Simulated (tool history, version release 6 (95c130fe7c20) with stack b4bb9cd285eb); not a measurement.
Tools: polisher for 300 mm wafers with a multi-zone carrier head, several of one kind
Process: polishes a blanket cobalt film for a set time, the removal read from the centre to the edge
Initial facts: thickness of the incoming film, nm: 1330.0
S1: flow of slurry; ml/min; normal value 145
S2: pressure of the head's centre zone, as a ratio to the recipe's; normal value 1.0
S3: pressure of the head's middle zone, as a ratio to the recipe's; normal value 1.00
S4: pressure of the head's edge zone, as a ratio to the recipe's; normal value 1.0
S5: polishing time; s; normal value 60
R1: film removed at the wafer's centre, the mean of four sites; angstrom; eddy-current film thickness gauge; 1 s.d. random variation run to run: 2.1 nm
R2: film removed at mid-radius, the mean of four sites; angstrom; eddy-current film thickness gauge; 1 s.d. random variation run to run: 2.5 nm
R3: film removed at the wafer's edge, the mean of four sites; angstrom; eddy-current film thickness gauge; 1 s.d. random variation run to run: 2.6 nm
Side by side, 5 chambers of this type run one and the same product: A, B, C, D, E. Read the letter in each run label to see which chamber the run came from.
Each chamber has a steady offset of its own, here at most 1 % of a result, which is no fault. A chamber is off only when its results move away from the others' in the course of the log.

run 1A hour=6.6 | S1=145 S2=1.0 S3=1.00 S4=1.0 S5=60 | R1=2839.7 R2=2767.0 R3=2845.7
run 2C hour=10.7 | S1=145 S2=1.0 S3=1.00 S4=1.0 S5=60 | R1=2833.3 R2=2835.3 R3=2812.7
-- hour=14.0 chamber E: worn pad replaced by a new one
-- hour=15.1 chamber C: worn pad replaced by a new one
run 3D hour=16.1 | S1=145 S2=1.0 S3=1.00 S4=1.0 S5=60 | R1=2850.8 R2=2857.4 R3=2831.5
-- hour=17.0 chamber D: edge zone pressure recalibrated
run 4B hour=19.7 | S1=145 S2=1.0 S3=1.00 S4=1.0 S5=60 | R1=2877.0 R2=2896.9 R3=2887.3
run 5E hour=23.0 | S1=145 S2=1.0 S3=1.00 S4=1.1 S5=79 | R1=3697.9 R2=3728.9 R3=3883.6
run 6B hour=28.5 | S1=145 S2=1.0 S3=1.00 S4=1.1 S5=79 | R1=3760.2 R2=3766.3 R3=3993.0
-- hour=30.8 chamber A: worn pad replaced by a new one
run 7D hour=33.4 | S1=145 S2=1.0 S3=1.00 S4=1.1 S5=79 | R1=3792.2 R2=3808.0 R3=3942.3
run 8E hour=37.4 | S1=145 S2=1.0 S3=1.00 S4=1.1 S5=79 | R1=3716.0 R2=3730.5 R3=3943.2
-- hour=37.9 chamber E: edge zone pressure recalibrated
run 9C hour=43.7 | S1=145 S2=1.0 S3=1.00 S4=1.1 S5=79 | R1=3679.0 R2=3721.4 R3=3925.3
run 10A hour=48.0 | S1=145 S2=1.0 S3=1.00 S4=1.0 S5=60 | R1=2870.2 R2=2817.2 R3=2825.0
run 11B hour=53.7 | S1=145 S2=1.0 S3=1.00 S4=1.0 S5=60 | R1=2832.2 R2=2791.1 R3=2898.2
-- hour=57.7 chamber B: edge zone pressure recalibrated
run 12E hour=59.0 | S1=145 S2=1.0 S3=1.00 S4=1.0 S5=60 | R1=2814.8 R2=2886.8 R3=2849.4
-- hour=60.9 chamber C: slurry nozzle cleaned
-- hour=62.5 chamber D: worn pad replaced by a new one
run 13C hour=62.8 | S1=145 S2=1.0 S3=1.00 S4=1.0 S5=60 | R1=2797.2 R2=2873.2 R3=2834.7
run 14D hour=67.5 | S1=145 S2=1.0 S3=1.00 S4=1.0 S5=60 | R1=2850.0 R2=2812.1 R3=2868.3
run 15A hour=72.4 | S1=145 S2=1.0 S3=1.00 S4=1.0 S5=54 | R1=2544.8 R2=2517.8 R3=2572.5
run 16B hour=77.0 | S1=145 S2=1.0 S3=1.00 S4=1.0 S5=54 | R1=2575.8 R2=2552.3 R3=2578.5
run 17A hour=81.2 | S1=145 S2=1.0 S3=1.00 S4=1.0 S5=54 | R1=2557.3 R2=2541.6 R3=2539.3
-- hour=86.8 chamber B: centre zone pressure recalibrated
run 18C hour=87.6 | S1=145 S2=1.0 S3=1.00 S4=1.0 S5=54 | R1=2556.0 R2=2537.4 R3=2576.8
run 19D hour=91.5 | S1=145 S2=1.0 S3=1.00 S4=1.0 S5=54 | R1=2573.8 R2=2569.4 R3=2574.4
-- hour=93.0 chamber D: slurry nozzle cleaned
run 20E hour=98.3 | S1=145 S2=1.0 S3=1.00 S4=1.0 S5=60 | R1=2812.5 R2=2789.0 R3=2851.1
run 21C hour=104.0 | S1=145 S2=1.0 S3=1.00 S4=1.0 S5=60 | R1=2822.3 R2=2782.2 R3=2876.7
-- hour=106.8 chamber C: worn pad replaced by a new one
run 22A hour=108.9 | S1=145 S2=1.0 S3=1.00 S4=1.0 S5=60 | R1=2858.0 R2=2841.3 R3=2848.1
run 23B hour=112.0 | S1=145 S2=1.0 S3=1.00 S4=1.0 S5=60 | R1=2858.2 R2=2855.6 R3=2899.9
run 24E hour=118.5 | S1=145 S2=1.0 S3=1.00 S4=1.0 S5=60 | R1=2845.2 R2=2827.8 R3=2886.9
run 25D hour=124.5 | S1=145 S2=1.0 S3=1.00 S4=1.0 S5=60 | R1=2917.3 R2=2853.0 R3=2848.1
run 26A hour=128.4 | S1=145 S2=1.0 S3=1.00 S4=1.0 S5=60 | R1=2843.8 R2=2780.5 R3=2802.9
run 27C hour=134.7 | S1=145 S2=1.0 S3=1.00 S4=1.0 S5=60 | R1=2829.8 R2=2856.5 R3=2830.2
run 28B hour=137.7 | S1=145 S2=1.0 S3=1.00 S4=1.0 S5=60 | R1=2853.0 R2=2812.8 R3=2867.6
run 29E hour=143.2 | S1=175 S2=0.9 S3=1.00 S4=1.0 S5=60 | R1=2607.2 R2=2989.1 R3=2930.3
run 30D hour=146.9 | S1=175 S2=0.9 S3=1.00 S4=1.0 S5=60 | R1=2652.8 R2=2941.8 R3=2905.5
run 31E hour=151.6 | S1=175 S2=0.9 S3=1.00 S4=1.0 S5=60 | R1=2609.8 R2=2944.6 R3=2899.8
run 32A hour=158.4 | S1=175 S2=0.9 S3=1.00 S4=1.0 S5=60 | R1=2619.9 R2=2908.8 R3=2894.4
run 33B hour=163.7 | S1=175 S2=0.9 S3=1.00 S4=1.0 S5=60 | R1=2636.2 R2=2923.3 R3=2971.5
-- hour=168.0 chamber A: worn pad replaced by a new one
run 34C hour=168.7 | S1=145 S2=1.0 S3=1.00 S4=1.0 S5=60 | R1=2827.0 R2=2827.5 R3=2819.0
-- hour=171.1 chamber B: worn pad replaced by a new one
run 35D hour=171.9 | S1=145 S2=1.0 S3=1.00 S4=1.0 S5=60 | R1=2864.0 R2=2835.0 R3=2851.9
run 36D hour=177.1 | S1=145 S2=1.0 S3=1.00 S4=1.0 S5=60 | R1=2894.5 R2=2849.7 R3=2838.6
run 37A hour=182.4 | S1=145 S2=1.0 S3=1.00 S4=1.0 S5=60 | R1=2833.6 R2=2801.9 R3=2814.4
run 38C hour=188.8 | S1=145 S2=1.0 S3=1.00 S4=1.0 S5=60 | R1=2821.7 R2=2830.0 R3=2817.4
run 39B hour=195.1 | S1=145 S2=1.0 S3=1.00 S4=1.0 S5=60 | R1=2840.9 R2=2860.8 R3=2868.3
run 40E hour=198.8 | S1=145 S2=1.0 S3=1.00 S4=1.0 S5=60 | R1=2842.7 R2=2810.6 R3=2807.9
run 41A hour=201.8 | S1=145 S2=1.0 S3=1.00 S4=1.0 S5=60 | R1=2783.0 R2=2835.2 R3=2791.7

Decide between three cases: one chamber stands off from its peers, the gauge reading all wafers drifts, or nothing is wrong past each chamber's small offset. Where a chamber is off, say which and what most likely put it there.

All chambers stay in line apart from their small fixed offsets, and the gauge does not drift.
